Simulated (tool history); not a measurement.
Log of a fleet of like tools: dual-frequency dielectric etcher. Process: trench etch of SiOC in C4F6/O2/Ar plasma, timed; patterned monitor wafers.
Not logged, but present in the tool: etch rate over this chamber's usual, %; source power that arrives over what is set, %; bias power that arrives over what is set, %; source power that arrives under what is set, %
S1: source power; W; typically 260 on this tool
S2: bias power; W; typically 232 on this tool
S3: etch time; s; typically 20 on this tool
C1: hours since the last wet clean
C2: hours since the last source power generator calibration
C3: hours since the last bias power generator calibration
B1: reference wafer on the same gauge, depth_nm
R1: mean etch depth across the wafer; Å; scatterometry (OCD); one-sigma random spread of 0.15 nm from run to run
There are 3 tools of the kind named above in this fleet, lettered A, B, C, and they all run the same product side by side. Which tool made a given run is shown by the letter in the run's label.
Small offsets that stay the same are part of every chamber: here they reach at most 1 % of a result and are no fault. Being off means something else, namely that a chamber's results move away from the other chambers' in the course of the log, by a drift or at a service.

| run | hour | S1 | S2 | S3 | C1 | C2 | C3 | B1 | R1 |
|---|---|---|---|---|---|---|---|---|---|
| 1C | 4.4 | 260 | 232 | 20 | 540.5 | 1113.5 | 2463.7 | 34.878 | 384.05 |
| 2A | 9.6 | 260 | 232 | 20 | 206.3 | 1601.1 | 146.6 | 34.928 | 384.55 |
| 3B | 16.4 | 260 | 232 | 20 | 161.8 | 1324.4 | 675.6 | 34.903 | 382.14 |
|  | 20.7 | chamber C: wet clean of the chamber |
| 4A | 23.7 | 260 | 232 | 20 | 220.4 | 1615.2 | 160.7 | 34.868 | 385.91 |
| 5B | 32.2 | 260 | 232 | 20 | 177.6 | 1340.2 | 691.4 | 34.880 | 382.58 |
| 6C | 39.9 | 260 | 232 | 20 | 19.2 | 1149.0 | 2499.2 | 34.932 | 385.33 |
| 7A | 48.0 | 260 | 232 | 20 | 244.7 | 1639.5 | 185.0 | 34.875 | 386.88 |
| 8C | 53.9 | 260 | 232 | 20 | 33.2 | 1163.0 | 2513.2 | 34.903 | 382.54 |
| 9B | 59.2 | 260 | 232 | 20 | 204.6 | 1367.2 | 718.4 | 34.856 | 383.99 |
| 10B | 68.1 | 260 | 232 | 20 | 213.5 | 1376.1 | 727.3 | 34.888 | 385.22 |
| 11A | 72.1 | 260 | 232 | 20 | 268.8 | 1663.6 | 209.1 | 34.915 | 386.40 |
| 12C | 76.8 | 260 | 232 | 20 | 56.1 | 1185.9 | 2536.1 | 34.894 | 382.40 |
| 13B | 83.3 | 260 | 232 | 20 | 228.7 | 1391.3 | 742.5 | 34.907 | 386.41 |
| 14C | 88.9 | 260 | 232 | 20 | 68.2 | 1198.0 | 2548.2 | 34.911 | 380.85 |
| 15A | 93.9 | 260 | 232 | 20 | 290.6 | 1685.4 | 230.9 | 34.894 | 383.28 |
| 16B | 100.0 | 260 | 232 | 20 | 245.4 | 1408.0 | 759.2 | 34.889 | 388.68 |
| 17A | 105.2 | 260 | 232 | 20 | 301.9 | 1696.7 | 242.2 | 34.932 | 384.32 |
| 18C | 114.2 | 260 | 232 | 20 | 93.5 | 1223.3 | 2573.5 | 34.944 | 382.72 |
| 19B | 120.7 | 260 | 232 | 20 | 266.1 | 1428.7 | 779.9 | 34.891 | 388.12 |
| 20C | 128.6 | 260 | 197 | 20 | 107.9 | 1237.7 | 2587.9 | 34.948 | 361.41 |

For the next run the whole fleet of 3 chambers uses the same settings. Give each chamber's results:
| 21A | 135.2 | 260 | 232 | 20 |  |  |  |  | ? |
| 21B | 135.2 | 260 | 232 | 20 |  |  |  |  | ? |
| 21C | 135.2 | 260 | 232 | 20 |  |  |  |  | ? |

| run | R1 |
|---|---|
| 21A | 383.47 |
| 21B | 390.14 |
| 21C | 378.52 |
